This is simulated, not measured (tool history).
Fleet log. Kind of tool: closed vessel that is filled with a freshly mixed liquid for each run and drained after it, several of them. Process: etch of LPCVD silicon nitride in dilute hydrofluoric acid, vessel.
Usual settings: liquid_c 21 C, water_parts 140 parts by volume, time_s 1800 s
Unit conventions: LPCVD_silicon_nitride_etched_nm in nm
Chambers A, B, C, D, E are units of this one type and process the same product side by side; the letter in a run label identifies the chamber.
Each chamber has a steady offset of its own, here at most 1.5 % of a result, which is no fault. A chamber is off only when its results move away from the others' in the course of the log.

run,hour,liquid_c,water_parts,time_s,hours since the thermometer was replaced,hours since the hydrofluoric acid flow meter was replaced,"read-back film thickness of the LPCVD silicon nitride reference wafer, read on the same gauge (nm)",LPCVD_silicon_nitride_etched_nm
1C,8.8,21,140,1800,1466.9,844.4,150,5.0825
2A,19.4,21,140,1800,123,742.7,150.01,5.1613
# hour 24.9: chamber C: hydrofluoric acid flow meter replaced
3E,30.9,21,140,1800,970.4,151,150,5.2306
4B,40.5,21,140,1800,250.5,784.4,149.99,5.1309
5D,47.1,21,140,1800,897.3,1020.7,150,5.2092
6A,53.8,21,140,1800,157.4,777.1,150.01,5.1066
7C,63.2,21,140,2730,1521.3,38.4,150,7.8416
8D,69.8,21,140,2730,920,1043.4,150,7.8203
9E,77.7,21,140,2730,1017.2,197.8,149.99,7.8972
10B,86.4,21,140,2730,296.4,830.3,150.02,7.8869
11E,94.2,21,140,2730,1033.7,214.3,150,7.8365
12B,102.1,21,140,1800,312.1,846,149.99,5.2418
13C,107.6,21,140,1800,1565.7,82.8,149.97,5.1284
14D,113,21,140,1800,963.2,1086.6,150.03,5.1404
15A,122.7,21,140,1800,226.3,846,150.01,5.0338
16B,130.4,21,140,1800,340.4,874.3,150,5.1785
17E,142.1,21,140,1800,1081.6,262.2,150,5.2588
18D,153.4,21,140,1800,1003.6,1127,150,5.1479
19C,164.4,21,140,1800,1622.5,139.6,150.03,5.1957
20A,174.6,21,140,1800,278.2,897.9,149.98,5.1188
21A,182.7,21,140,1800,286.3,906,150.01,5.1618
22B,194.4,21,140,1800,404.4,938.3,150,5.1994
23C,200.7,21,140,1800,1658.8,175.9,149.99,5.1938
24E,210.1,21,140,1800,1149.6,330.2,150.01,5.2461
25D,215.5,21,140,1800,1065.7,1189.1,149.98,5.0598
26A,225.6,21,140,1800,329.2,948.9,149.98,5.0759
27C,236.6,21,140,1800,1694.7,211.8,150.01,5.126
28B,246.3,17,140,1040,456.3,990.2,150.02,2.3073
29D,258,17,140,1040,1108.2,1231.6,150.01,2.281
30E,269.9,17,140,1040,1209.4,390,150,2.2931
# hour 273.5: chamber C: thermometer replaced
31C,275.5,17,140,1040,2,250.7,149.98,2.286
# hour 283.4: chamber D: hydrofluoric acid flow meter replaced
32B,286.4,17,140,1040,496.4,1030.3,149.99,2.299
33A,292.4,25,140,1300,396,1015.7,149.99,4.8531
34D,301.7,25,140,1300,1151.9,18.4,150,4.7922
35E,308.3,25,140,1300,1247.8,428.4,149.98,4.9341
36B,319.4,25,140,1300,529.4,1063.3,150.01,4.8271
37D,328.8,25,140,1300,1179,45.5,149.99,4.7552
38C,341,21,140,1800,67.5,316.2,149.99,5.2077
39A,352.2,21,140,1800,455.8,1075.5,150.01,5.1192
40E,358.5,21,140,1800,1298,478.6,149.99,5.2468
41A,365.4,21,140,1800,469,1088.7,150.01,5.0326
42D,375.5,21,140,1800,1225.7,92.2,150.01,5.1925

Has any chamber moved away from the others, gradually or after a service, or does the common gauge drift, or do the chambers differ only by their own small steady offsets? State the chamber and the most likely cause if one applies.

No chamber stands off beyond its own small offset, and the gauge holds steady.
